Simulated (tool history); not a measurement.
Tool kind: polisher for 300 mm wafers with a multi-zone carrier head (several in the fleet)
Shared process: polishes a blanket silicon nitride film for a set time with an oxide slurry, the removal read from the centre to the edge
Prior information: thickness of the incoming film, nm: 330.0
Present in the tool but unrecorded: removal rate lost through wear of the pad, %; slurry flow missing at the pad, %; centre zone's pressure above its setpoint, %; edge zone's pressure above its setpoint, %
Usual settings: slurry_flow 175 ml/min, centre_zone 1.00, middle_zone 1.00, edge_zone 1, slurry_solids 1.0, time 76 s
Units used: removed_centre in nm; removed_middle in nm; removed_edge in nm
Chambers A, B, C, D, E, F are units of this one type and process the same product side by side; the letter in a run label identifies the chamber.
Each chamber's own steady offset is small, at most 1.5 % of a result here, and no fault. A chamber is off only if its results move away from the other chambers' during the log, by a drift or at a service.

run,hour,slurry_flow,centre_zone,middle_zone,edge_zone,slurry_solids,time,wafers polished on this pad,hours since the slurry nozzle was cleaned,hours since the centre zone pressure was calibrated,hours since the edge zone pressure was calibrated,removed_centre,removed_middle,removed_edge
1B,4.0,175,1.00,1.00,1,1.0,76,556,612.5,1069.2,187.6,47.698,48.163,49.149
# hour 4.9: chamber A: worn pad replaced by a new one
2C,6.9,175,1.00,1.00,1,1.0,76,873,294.8,414.2,948.1,48.113,47.507,47.011
# hour 8.2: chamber B: worn pad replaced by a new one
3D,11.0,175,1.00,1.00,1,1.0,76,853,220.3,397.7,42.5,47.564,48.338,47.427
# hour 13.7: chamber C: worn pad replaced by a new one
4F,13.9,175,1.00,1.00,1,1.0,76,591,204.2,323.1,1493.1,48.331,48.648,47.164
# hour 15.1: chamber F: edge zone pressure recalibrated
5E,16.1,175,1.00,1.00,1,1.0,76,200,31.5,135.4,772.4,47.806,48.534,49.070
6A,20.0,175,1.00,1.00,1,1.0,76,125,567.7,88.1,24.2,48.442,48.318,47.834
7A,22.3,175,1.00,1.00,1,1.0,76,144,570.0,90.4,26.5,48.360,47.931,46.633
8C,25.1,175,1.00,1.00,1,1.0,76,94,313.0,432.4,966.3,49.036,47.718,48.885
9D,28.8,175,1.00,1.00,1,1.0,76,1000,238.1,415.5,60.3,47.961,48.364,48.241
# hour 29.5: chamber C: centre zone pressure recalibrated
10E,33.6,175,1.00,1.00,1,1.0,76,345,49.0,152.9,789.9,48.573,48.504,48.702
11F,37.3,175,1.00,1.00,1,1.0,76,784,227.6,346.5,22.3,48.341,47.223,48.878
12B,41.9,175,1.00,1.00,1,1.0,76,278,650.4,1107.1,225.5,48.625,47.503,47.412
13C,45.9,175,1.00,1.00,1,1.0,76,266,333.8,16.4,987.1,47.983,48.053,48.168
14E,49.1,175,1.00,1.00,1,1.0,76,473,64.5,168.4,805.4,47.812,48.095,47.763
15F,51.7,175,0.94,1.00,1,1.0,53,903,242.0,360.9,36.7,30.055,33.349,32.875
16A,56.4,175,0.94,1.00,1,1.0,53,425,604.1,124.5,60.6,31.235,33.646,33.427
17B,59.6,175,0.94,1.00,1,1.0,53,424,668.1,1124.8,243.2,30.928,33.401,33.713
18D,62.6,175,0.94,1.00,1,1.0,53,1279,271.9,449.3,94.1,31.235,33.551,33.903
19C,67.3,175,0.94,1.00,1,1.0,53,443,355.2,37.8,1008.5,31.242,33.258,34.474
# hour 67.7: chamber F: worn pad replaced by a new one
20E,70.1,175,0.94,1.00,1,1.0,53,647,85.5,189.4,826.4,31.567,33.584,34.200
21A,72.6,175,1.00,1.00,1,1.0,76,559,620.3,140.7,76.8,47.303,48.252,47.510
# hour 75.6: chamber B: slurry nozzle cleaned
22B,77.1,175,1.00,1.00,1,1.0,76,569,1.6,1142.3,260.7,48.024,48.429,48.013
23F,80.5,175,1.00,1.00,1,1.0,76,106,270.8,389.7,65.5,46.124,45.881,46.229
24D,83.3,175,1.00,1.00,1,1.0,76,1450,292.6,470.0,114.8,47.266,48.142,48.373
25B,85.5,175,1.00,1.00,1,1.0,76,638,10.0,1150.7,269.1,48.089,47.639,47.628
# hour 87.1: chamber E: worn pad replaced by a new one
# hour 87.3: chamber B: worn pad replaced by a new one
26C,88.4,175,1.00,1.00,1,1.0,76,618,376.3,58.9,1029.6,48.349,47.572,47.918
27E,91.2,175,1.00,1.00,1,1.0,76,34,106.6,210.5,847.5,47.949,47.986,49.150
28A,94.8,175,1.00,1.00,1,1.1,51,743,642.5,162.9,99.0,33.220,33.484,33.467
# hour 98.1: chamber D: worn pad replaced by a new one
29D,98.6,175,1.00,1.00,1,1.1,51,4,307.9,485.3,130.1,33.547,33.178,33.563
30F,101.9,175,1.00,1.00,1,1.1,51,283,292.2,411.1,86.9,31.710,31.983,32.295
31C,104.3,175,1.00,1.00,1,1.1,51,749,392.2,74.8,1045.5,33.571,33.522,33.370
# hour 108.1: chamber C: worn pad replaced by a new one
32D,109.2,175,1.00,1.00,1,1.1,51,91,318.5,495.9,140.7,33.754,33.192,33.901
33E,111.8,175,1.00,1.00,1,1.1,51,204,127.2,231.1,868.1,33.083,33.816,33.473
34B,115.8,175,1.00,1.00,1,1.0,76,236,40.3,1181.0,299.4,47.697,48.238,48.164
35F,120.3,175,1.00,1.00,1,1.0,76,435,310.6,429.5,105.3,43.942,45.176,45.643
# hour 120.5: chamber A: worn pad replaced by a new one
36A,125.0,175,1.00,1.00,1,1.0,76,37,672.7,193.1,129.2,47.671,48.067,48.863
37C,127.6,175,1.00,1.00,1,1.0,76,161,415.5,98.1,1068.8,48.231,47.877,48.357
38B,131.0,175,1.00,1.00,1,1.0,76,361,55.5,1196.2,314.6,48.038,47.865,48.205
39A,133.8,175,1.00,1.00,1,1.0,76,109,681.5,201.9,138.0,47.508,47.651,47.936
40E,136.8,175,1.00,1.00,1,1.0,76,411,152.2,256.1,893.1,47.148,48.161,47.719

Next, all 6 chambers run the settings below, one line each with question marks for the results. What does each chamber give?
41A,140.4,175,1.00,0.95,1,1.0,76,,,,,?,?,?
41B,140.4,175,1.00,0.95,1,1.0,76,,,,,?,?,?
41C,140.4,175,1.00,0.95,1,1.0,76,,,,,?,?,?
41D,140.4,175,1.00,0.95,1,1.0,76,,,,,?,?,?
41E,140.4,175,1.00,0.95,1,1.0,76,,,,,?,?,?
41F,140.4,175,1.00,0.95,1,1.0,76,,,,,?,?,?

run,removed_centre,removed_middle,removed_edge
41A,47.586,45.716,47.607
41B,48.562,45.194,48.926
41C,47.286,45.450,47.515
41D,47.461,45.347,48.804
41E,48.347,45.740,48.650
41F,43.405,42.414,44.181
